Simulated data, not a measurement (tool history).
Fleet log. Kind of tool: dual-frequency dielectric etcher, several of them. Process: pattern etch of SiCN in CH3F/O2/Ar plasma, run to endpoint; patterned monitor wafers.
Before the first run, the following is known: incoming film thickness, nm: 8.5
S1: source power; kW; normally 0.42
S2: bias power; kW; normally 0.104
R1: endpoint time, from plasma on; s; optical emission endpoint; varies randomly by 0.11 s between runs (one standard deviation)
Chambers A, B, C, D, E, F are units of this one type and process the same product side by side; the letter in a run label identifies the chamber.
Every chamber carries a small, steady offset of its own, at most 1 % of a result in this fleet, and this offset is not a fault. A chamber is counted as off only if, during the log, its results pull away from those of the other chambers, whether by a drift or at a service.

Run 1A, hour 3.8: usual settings. Result: R1 19.402 s.
Run 2D, hour 10.7: usual settings. Result: R1 19.49 s.
Run 3E, hour 15.5: usual settings. Result: R1 19.402 s.
Run 4B, hour 23.2: usual settings. Result: R1 19.19 s.
Run 5F, hour 30.3: usual settings. Result: R1 19.888 s.
Run 6C, hour 38.4: usual settings. Result: R1 19.14 s.
Run 7A, hour 46.4: usual settings. Result: R1 19.35 s.
Run 8E, hour 53.1: usual settings. Result: R1 19.375 s.
Run 9F, hour 59.9: usual settings. Result: R1 19.664 s.
Run 10C, hour 66.7: usual settings. Result: R1 19.568 s.
Run 11D, hour 73.3: usual settings. Result: R1 19.627 s.
Run 12B, hour 81.2: usual settings. Result: R1 19.419 s.
Run 13D, hour 84.9: usual settings. Result: R1 19.68 s.
Run 14F, hour 90.9: usual settings but S1 0.35 kW, S2 0.125 kW. Result: R1 19.777 s.
Run 15C, hour 95.5: usual settings but S1 0.35 kW, S2 0.125 kW. Result: R1 19.427 s.
Run 16B, hour 103.2: usual settings but S1 0.35 kW, S2 0.125 kW. Result: R1 19.277 s.
At hour 106: chamber D: wet clean of the chamber.
Run 17E, hour 107.4: usual settings but S1 0.35 kW, S2 0.125 kW. Result: R1 19.332 s.
Run 18A, hour 112.6: usual settings but S1 0.35 kW, S2 0.125 kW. Result: R1 19.226 s.
Run 19B, hour 119.8: usual settings but S1 0.35 kW, S2 0.125 kW. Result: R1 19.217 s.
Run 20F, hour 127.8: usual settings but S1 0.37 kW, S2 0.116 kW. Result: R1 19.789 s.
Run 21E, hour 134.2: usual settings but S1 0.37 kW, S2 0.116 kW. Result: R1 19.463 s.
Run 22A, hour 138.2: usual settings but S1 0.37 kW, S2 0.116 kW. Result: R1 19.404 s.
Run 23C, hour 142: usual settings but S1 0.37 kW, S2 0.116 kW. Result: R1 19.243 s.
Run 24D, hour 148: usual settings but S1 0.37 kW, S2 0.116 kW. Result: R1 19.581 s.
Run 25F, hour 152.5: usual settings but S1 0.37 kW, S2 0.116 kW. Result: R1 19.559 s.
Run 26B, hour 158.6: usual settings. Result: R1 19.725 s.
Run 27E, hour 164: usual settings. Result: R1 19.119 s.
Run 28A, hour 170.6: usual settings. Result: R1 19.389 s.
Run 29C, hour 175.4: usual settings. Result: R1 19.16 s.
Run 30D, hour 180.4: usual settings. Result: R1 19.579 s.
Run 31F, hour 187.6: usual settings but S2 0.115 kW. Result: R1 18.85 s.
Run 32D, hour 192.1: usual settings but S2 0.115 kW. Result: R1 18.56 s.
Run 33A, hour 196.6: usual settings but S2 0.115 kW. Result: R1 18.544 s.
Run 34E, hour 200.6: usual settings but S2 0.115 kW. Result: R1 18.58 s.
Run 35B, hour 208.6: usual settings but S2 0.115 kW. Result: R1 19.112 s.
At hour 212.3: chamber C: source power generator calibrated.
Run 36C, hour 216.3: usual settings but S2 0.115 kW. Result: R1 18.468 s.
Run 37B, hour 224: usual settings. Result: R1 20.002 s.
Run 38F, hour 229.6: usual settings. Result: R1 19.557 s.
Run 39E, hour 236.7: usual settings. Result: R1 19.251 s.
Run 40A, hour 240.5: usual settings. Result: R1 19.66 s.
Run 41C, hour 248.1: usual settings but S1 0.39 kW. Result: R1 19.85 s.

Predict what each chamber gives when all 6 of them run the settings below next.
Run 42A, hour 254: usual settings. Result: R1 ?.
Run 42B, hour 254: usual settings. Result: R1 ?.
Run 42C, hour 254: usual settings. Result: R1 ?.
Run 42D, hour 254: usual settings. Result: R1 ?.
Run 42E, hour 254: usual settings. Result: R1 ?.
Run 42F, hour 254: usual settings. Result: R1 ?.

run      R1
42A  19.375
42B  20.042
42C  19.488
42D  19.505
42E  19.553
42F  19.719
